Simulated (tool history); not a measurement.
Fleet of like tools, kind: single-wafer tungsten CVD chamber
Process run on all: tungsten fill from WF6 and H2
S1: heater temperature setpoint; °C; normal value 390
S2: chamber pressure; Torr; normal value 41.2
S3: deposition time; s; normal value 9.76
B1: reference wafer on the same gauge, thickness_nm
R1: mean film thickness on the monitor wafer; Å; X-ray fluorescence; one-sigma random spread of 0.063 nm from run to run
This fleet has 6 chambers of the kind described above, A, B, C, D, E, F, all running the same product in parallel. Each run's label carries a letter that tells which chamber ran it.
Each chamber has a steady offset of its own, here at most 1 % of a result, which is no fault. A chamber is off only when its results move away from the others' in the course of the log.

run,hour,S1,S2,S3,B1,R1
1C,7.1,390,41.2,9.76,23.317,270.41
2A,17.4,390,41.2,9.76,23.291,271.97
3D,27.0,390,41.2,9.76,23.304,269.47
4E,38.1,390,41.2,9.76,23.302,273.19
5F,43.8,390,41.2,9.76,23.303,270.71
6B,53.5,390,41.2,9.76,23.311,274.49
7B,64.1,390,41.2,9.76,23.298,273.13
8E,76.2,390,41.2,8.89,23.295,248.46
9A,84.4,390,41.2,8.89,23.305,247.80
10C,91.0,390,41.2,8.89,23.301,245.10
11F,103.1,390,41.2,8.89,23.280,247.81
# hour 105.4: chamber C: capacitance manometer re-zeroed and calibrated
12D,111.0,390,41.2,8.89,23.303,244.15
13C,120.4,390,41.2,8.89,23.294,245.04
14E,129.6,390,41.2,11.06,23.310,309.02
15D,139.4,390,41.2,11.06,23.300,305.85
# hour 143.9: chamber E: capacitance manometer re-zeroed and calibrated
16F,149.7,390,41.2,11.06,23.300,305.93
17A,157.1,390,41.2,11.06,23.299,309.70
18B,165.8,390,41.2,11.06,23.297,311.17
19F,171.4,390,41.2,11.06,23.315,307.57
20D,182.0,390,41.2,9.76,23.306,270.29
21C,193.1,390,41.2,9.76,23.313,269.89
22A,201.6,390,41.2,9.76,23.296,272.78
23E,211.7,404,41.2,9.76,23.312,359.28
24B,222.7,404,41.2,9.76,23.298,353.09
25E,228.3,404,41.2,9.76,23.317,361.20
# hour 232.6: chamber D: thermocouple changed; heater temperature recalibrated
26F,240.4,404,41.2,9.76,23.303,352.16
27A,248.2,404,41.2,9.76,23.282,351.30
28D,257.6,404,41.2,9.76,23.302,348.61
29B,263.8,390,41.2,9.76,23.294,273.34
30C,271.8,390,41.2,9.76,23.293,269.94
31F,280.2,390,34.8,9.76,23.308,249.52
32E,291.7,390,34.8,9.76,23.300,256.86
33B,297.0,390,34.8,9.76,23.301,253.08
34A,308.5,390,34.8,9.76,23.305,251.50
35D,318.6,390,34.8,9.76,23.314,249.67
36C,325.5,390,34.8,9.76,23.293,250.52
37F,331.0,390,41.2,9.76,23.291,271.02
38E,340.2,390,41.2,9.76,23.324,277.24
39D,351.8,390,41.2,9.76,23.314,270.16
40C,362.1,390,41.2,9.76,23.306,269.00
41B,370.1,390,41.2,9.76,23.301,274.21

Next, all 6 chambers run the settings below, one line each with question marks for the results. What does each chamber give?
42A,378.8,390,41.2,9.76,,?
42B,378.8,390,41.2,9.76,,?
42C,378.8,390,41.2,9.76,,?
42D,378.8,390,41.2,9.76,,?
42E,378.8,390,41.2,9.76,,?
42F,378.8,390,41.2,9.76,,?

run,R1
42A,272.69
42B,273.81
42C,270.58
42D,270.20
42E,277.80
42F,271.02
